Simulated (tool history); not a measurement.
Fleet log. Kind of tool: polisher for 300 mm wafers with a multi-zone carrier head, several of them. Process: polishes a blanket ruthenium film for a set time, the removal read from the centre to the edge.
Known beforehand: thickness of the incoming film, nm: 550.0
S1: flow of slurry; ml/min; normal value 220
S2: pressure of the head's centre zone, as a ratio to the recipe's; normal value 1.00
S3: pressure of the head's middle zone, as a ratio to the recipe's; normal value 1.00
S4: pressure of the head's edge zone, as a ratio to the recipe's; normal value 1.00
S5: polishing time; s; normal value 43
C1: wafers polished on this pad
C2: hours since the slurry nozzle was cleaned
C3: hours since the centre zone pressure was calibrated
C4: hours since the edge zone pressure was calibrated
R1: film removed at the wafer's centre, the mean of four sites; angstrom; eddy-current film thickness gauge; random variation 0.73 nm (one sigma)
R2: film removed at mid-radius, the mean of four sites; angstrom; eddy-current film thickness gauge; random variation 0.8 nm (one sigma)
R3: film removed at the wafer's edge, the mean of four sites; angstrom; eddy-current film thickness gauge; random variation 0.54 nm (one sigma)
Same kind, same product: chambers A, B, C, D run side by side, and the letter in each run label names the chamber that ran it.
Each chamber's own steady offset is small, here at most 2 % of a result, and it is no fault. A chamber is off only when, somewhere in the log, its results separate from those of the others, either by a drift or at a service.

run 1B hour=11.6 | S1=220 S2=1.00 S3=1.00 S4=1.00 S5=43 | C1=220 C2=516.0 C3=215.0 C4=318.1 | R1=730.13 R2=719.88 R3=720.38
-- hour=16.9 chamber D: edge zone pressure recalibrated
-- hour=21.0 chamber D: worn pad replaced by a new one
run 2D hour=22.7 | S1=220 S2=1.00 S3=1.00 S4=1.00 S5=43 | C1=21 C2=161.2 C3=932.6 C4=5.8 | R1=735.06 R2=729.84 R3=712.53
run 3C hour=34.1 | S1=220 S2=1.00 S3=1.00 S4=1.00 S5=43 | C1=745 C2=528.6 C3=163.7 C4=113.1 | R1=723.37 R2=709.09 R3=721.42
-- hour=40.1 chamber C: slurry nozzle cleaned
-- hour=43.3 chamber A: worn pad replaced by a new one
run 4A hour=43.4 | S1=220 S2=1.00 S3=1.00 S4=1.00 S5=43 | C1=2 C2=308.0 C3=160.8 C4=627.1 | R1=697.14 R2=707.10 R3=727.22
-- hour=53.7 chamber C: worn pad replaced by a new one
-- hour=54.5 chamber B: worn pad replaced by a new one
run 5D hour=58.2 | S1=220 S2=1.00 S3=1.00 S4=1.00 S5=43 | C1=476 C2=196.7 C3=968.1 C4=41.3 | R1=721.85 R2=732.67 R3=717.33
run 6A hour=69.7 | S1=220 S2=1.00 S3=1.00 S4=1.00 S5=43 | C1=338 C2=334.3 C3=187.1 C4=653.4 | R1=716.53 R2=719.76 R3=711.86
run 7B hour=82.2 | S1=220 S2=1.00 S3=1.00 S4=1.00 S5=43 | C1=355 C2=586.6 C3=285.6 C4=388.7 | R1=709.83 R2=724.72 R3=710.35
-- hour=85.5 chamber D: worn pad replaced by a new one
run 8C hour=92.5 | S1=220 S2=1.00 S3=1.06 S4=1.00 S5=33 | C1=496 C2=52.4 C3=222.1 C4=171.5 | R1=550.10 R2=587.89 R3=556.20
run 9A hour=104.5 | S1=220 S2=1.00 S3=1.06 S4=1.00 S5=33 | C1=783 C2=369.1 C3=221.9 C4=688.2 | R1=552.02 R2=577.72 R3=540.89
-- hour=114.1 chamber B: worn pad replaced by a new one
run 10D hour=119.4 | S1=220 S2=1.00 S3=1.06 S4=1.00 S5=33 | C1=434 C2=257.9 C3=1029.3 C4=102.5 | R1=562.56 R2=590.48 R3=557.09
-- hour=128.3 chamber D: centre zone pressure recalibrated
-- hour=129.8 chamber A: worn pad replaced by a new one
-- hour=131.4 chamber C: worn pad replaced by a new one
-- hour=131.8 chamber A: edge zone pressure recalibrated
run 11B hour=134.7 | S1=220 S2=1.00 S3=1.06 S4=1.00 S5=33 | C1=264 C2=639.1 C3=338.1 C4=441.2 | R1=548.85 R2=579.46 R3=545.80
run 12C hour=143.3 | S1=220 S2=1.00 S3=1.00 S4=1.00 S5=43 | C1=152 C2=103.2 C3=272.9 C4=222.3 | R1=726.61 R2=704.41 R3=724.28
-- hour=144.9 chamber D: slurry nozzle cleaned
run 13D hour=155.2 | S1=220 S2=1.00 S3=1.00 S4=1.00 S5=43 | C1=891 C2=10.3 C3=27.0 C4=138.3 | R1=728.27 R2=736.83 R3=713.54
-- hour=164.9 chamber D: worn pad replaced by a new one
run 14C hour=170.7 | S1=220 S2=1.00 S3=1.00 S4=1.00 S5=43 | C1=502 C2=130.6 C3=300.3 C4=249.7 | R1=727.98 R2=706.12 R3=712.63
run 15A hour=184.3 | S1=220 S2=1.00 S3=1.00 S4=1.00 S5=43 | C1=697 C2=448.9 C3=301.7 C4=52.6 | R1=716.79 R2=727.49 R3=716.45
-- hour=186.4 chamber B: worn pad replaced by a new one
-- hour=190.7 chamber C: worn pad replaced by a new one
run 16B hour=196.6 | S1=220 S2=1.00 S3=1.00 S4=1.00 S5=43 | C1=130 C2=701.0 C3=400.0 C4=503.1 | R1=725.29 R2=723.89 R3=708.38
run 17C hour=207.8 | S1=220 S2=1.00 S3=1.00 S4=1.00 S5=43 | C1=219 C2=167.7 C3=337.4 C4=286.8 | R1=727.40 R2=708.71 R3=718.16
-- hour=208.9 chamber A: worn pad replaced by a new one
run 18A hour=217.9 | S1=220 S2=1.00 S3=1.00 S4=1.00 S5=43 | C1=115 C2=482.5 C3=335.3 C4=86.2 | R1=709.58 R2=707.34 R3=715.45
run 19B hour=228.0 | S1=220 S2=1.00 S3=1.00 S4=0.93 S5=43 | C1=532 C2=732.4 C3=431.4 C4=534.5 | R1=717.05 R2=706.02 R3=683.71
-- hour=232.7 chamber C: centre zone pressure recalibrated
run 20D hour=236.1 | S1=220 S2=1.00 S3=1.00 S4=0.93 S5=43 | C1=911 C2=91.2 C3=107.9 C4=219.2 | R1=715.90 R2=732.84 R3=683.49
-- hour=237.2 chamber D: worn pad replaced by a new one
run 21D hour=245.4 | S1=220 S2=1.00 S3=1.00 S4=0.93 S5=43 | C1=106 C2=100.5 C3=117.2 C4=228.5 | R1=719.81 R2=722.20 R3=691.37
-- hour=250.6 chamber C: worn pad replaced by a new one
-- hour=252.0 chamber A: slurry nozzle cleaned
run 22A hour=253.0 | S1=220 S2=1.00 S3=1.00 S4=0.93 S5=43 | C1=564 C2=1.1 C3=370.4 C4=121.3 | R1=713.61 R2=717.05 R3=695.73
-- hour=253.7 chamber B: worn pad replaced by a new one
run 23B hour=268.7 | S1=220 S2=1.00 S3=1.00 S4=1.00 S5=43 | C1=192 C2=773.1 C3=472.1 C4=575.2 | R1=712.99 R2=702.95 R3=716.99
run 24C hour=276.9 | S1=220 S2=1.00 S3=1.00 S4=1.00 S5=43 | C1=337 C2=236.8 C3=44.3 C4=355.9 | R1=714.51 R2=723.07 R3=722.58
run 25D hour=291.5 | S1=220 S2=1.00 S3=1.00 S4=1.00 S5=43 | C1=695 C2=146.6 C3=163.3 C4=274.6 | R1=727.39 R2=735.35 R3=714.90
-- hour=301.9 chamber A: worn pad replaced by a new one
-- hour=303.2 chamber D: worn pad replaced by a new one
run 26B hour=307.0 | S1=220 S2=1.00 S3=1.00 S4=1.00 S5=43 | C1=682 C2=811.4 C3=510.4 C4=613.5 | R1=706.31 R2=732.19 R3=707.24
-- hour=313.5 chamber C: worn pad replaced by a new one
run 27C hour=315.1 | S1=220 S2=1.00 S3=1.00 S4=1.00 S5=43 | C1=21 C2=275.0 C3=82.5 C4=394.1 | R1=716.54 R2=703.26 R3=719.92
run 28A hour=324.0 | S1=220 S2=1.00 S3=1.00 S4=1.00 S5=43 | C1=283 C2=72.1 C3=441.4 C4=192.3 | R1=711.08 R2=719.17 R3=714.79
run 29C hour=336.1 | S1=290 S2=1.08 S3=1.00 S4=1.00 S5=43 | C1=289 C2=296.0 C3=103.5 C4=415.1 | R1=812.85 R2=741.77 R3=735.43
run 30D hour=347.3 | S1=290 S2=1.08 S3=1.00 S4=1.00 S5=43 | C1=565 C2=202.4 C3=219.1 C4=330.4 | R1=819.38 R2=749.85 R3=729.12

All chambers now run identical settings, listed one chamber a line with results as question marks. What results will each chamber show?
run 31A hour=359.0 | S1=220 S2=1.00 S3=1.00 S4=1.00 S5=43 | R1=? R2=? R3=?
run 31B hour=359.0 | S1=220 S2=1.00 S3=1.00 S4=1.00 S5=43 | R1=? R2=? R3=?
run 31C hour=359.0 | S1=220 S2=1.00 S3=1.00 S4=1.00 S5=43 | R1=? R2=? R3=?
run 31D hour=359.0 | S1=220 S2=1.00 S3=1.00 S4=1.00 S5=43 | R1=? R2=? R3=?

run=31A R1=716.70 R2=716.60 R3=724.18
run=31B R1=723.63 R2=727.94 R3=718.22
run=31C R1=722.26 R2=723.73 R3=724.37
run=31D R1=723.13 R2=719.49 R3=726.45

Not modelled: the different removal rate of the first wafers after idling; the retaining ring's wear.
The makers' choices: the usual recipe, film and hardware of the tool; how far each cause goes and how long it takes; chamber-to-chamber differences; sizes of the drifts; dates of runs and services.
